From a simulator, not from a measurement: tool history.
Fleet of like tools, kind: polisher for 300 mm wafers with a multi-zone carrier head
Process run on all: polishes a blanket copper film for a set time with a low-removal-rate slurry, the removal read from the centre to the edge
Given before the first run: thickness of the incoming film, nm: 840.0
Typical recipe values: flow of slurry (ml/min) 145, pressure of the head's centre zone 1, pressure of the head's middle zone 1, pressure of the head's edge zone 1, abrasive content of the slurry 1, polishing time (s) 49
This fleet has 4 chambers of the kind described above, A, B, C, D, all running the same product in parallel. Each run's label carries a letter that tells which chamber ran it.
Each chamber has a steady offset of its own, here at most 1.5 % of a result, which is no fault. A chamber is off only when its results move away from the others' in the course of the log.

run	hour	flow of slurry (ml/min)	pressure of the head's centre zone	pressure of the head's middle zone	pressure of the head's edge zone	abrasive content of the slurry	polishing time (s)	film removed at the wafer's centre (angstrom)	film removed at mid-radius (angstrom)	film removed at the wafer's edge (angstrom)
1A	10.1	145	1	1	1	1	49	1303.6	1269.5	1305
2C	20.3	145	1	1	1	1	49	1283.9	1308.2	1315.4
3B	30.9	145	1	1	1	1	49	1288.3	1274.5	1300
4D	40.7	145	1	1	1	1	49	1318.7	1271.7	1298.2
5C	53.1	145	1	1	1	1	49	1294	1299.9	1292.6
# hour 61.7: chamber D: worn pad replaced by a new one
6A	66	145	1	1	1	1	49	1284.9	1278.8	1288.4
7B	74	145	1	1	1	1	49	1293.9	1294.7	1287.1
8D	84.2	145	1	1	1	1	49	1309.4	1264.9	1283.2
# hour 84.4: chamber A: worn pad replaced by a new one
# hour 85.8: chamber D: slurry nozzle cleaned
# hour 91: chamber C: edge zone pressure recalibrated
9B	97	145	1	1	1	1	49	1299	1284	1290.4
# hour 105.4: chamber B: worn pad replaced by a new one
10C	106	105	1	1	1	1	49	1209.9	1206.2	1212.5
11D	114.4	105	1	1	1	1	49	1183.7	1184.5	1229
12A	124.4	105	1	1	1	1	49	1171.3	1188.9	1220.8
13C	135	105	1	1	1	1	49	1216.5	1193.3	1234.3
# hour 138.8: chamber D: worn pad replaced by a new one
14A	141.5	145	1	1	1	1.2	42	1138.4	1137.3	1155.7
# hour 145.8: chamber B: edge zone pressure recalibrated
15B	154.1	145	1	1	1	1.2	42	1150.3	1166.7	1156
# hour 160.7: chamber A: edge zone pressure recalibrated
16D	163	145	1	1	1	1.2	42	1159.2	1126.1	1158.5
# hour 165.8: chamber A: worn pad replaced by a new one
17D	170.7	145	1	1	1	1.2	42	1146.3	1155.2	1171.3
18C	179.2	145	1	1	1	1	49	1338.2	1307.1	1277.5
# hour 187.1: chamber C: worn pad replaced by a new one
19A	188.3	190	1	1	1	0.75	49	1271.4	1258.4	1262.6
20B	196.6	190	1	1	1	0.75	49	1264.1	1277.7	1271.4
# hour 207.7: chamber A: slurry nozzle cleaned
21D	209.9	190	1	1	1	0.75	49	1271.5	1262.2	1251.3
22A	219.8	190	1	1	1	0.75	49	1282.8	1264.7	1227
23C	229	145	1	1	1	1	49	1377	1304.2	1292.5
# hour 236.2: chamber B: worn pad replaced by a new one
24B	241.4	145	1	1	1	1	49	1300.2	1288.8	1314.4
25A	252.1	145	1	1	1	1	49	1300.2	1285.1	1280.3
26B	264.4	145	1	1	1	1	49	1288.9	1301.6	1258.4

Is one chamber off against the others, does the gauge drift, or is nothing wrong? If a chamber is off, say which, and what the likeliest cause is.

One chamber, C, drifts off from the rest bit by bit.
Most likely cause: centre zone's pressure above its setpoint, % = 8.19.

Chamber C could run next with any of the 4 candidate recipes listed below; each alters the usual settings, and their results appear as question marks. Which one brings its results back in line with what the other chambers deliver on the usual settings?
In-line tolerance around the mean of the other chambers on the usual settings: film removed at the wafer's centre (angstrom) 35; film removed at mid-radius (angstrom) 42; film removed at the wafer's edge (angstrom) 60
27C-1	274.5	145	1.03	0.99	0.99	1	49	?	?	?
27C-2	274.5	140	0.94	1.01	1.02	1	49	?	?	?
27C-3	274.5	150	1.06	0.99	0.98	1	50	?	?	?
27C-4	274.5	145	0.97	1.01	1.01	1	49	?	?	?

What the other chambers average on the usual settings: film removed at the wafer's centre (angstrom) 1289.6; film removed at mid-radius (angstrom) 1286.4; film removed at the wafer's edge (angstrom) 1288.9
run	film removed at the wafer's centre (angstrom)	film removed at mid-radius (angstrom)	film removed at the wafer's edge (angstrom)
27C-1	1445.7	1285.8	1288.2
27C-2	1298	1300.9	1301.7
27C-3	1533.2	1320.3	1313.6
27C-4	1354.1	1309.7	1301.3
The right change is 27C-2: it brings the chamber back within the allowed miss of the others.
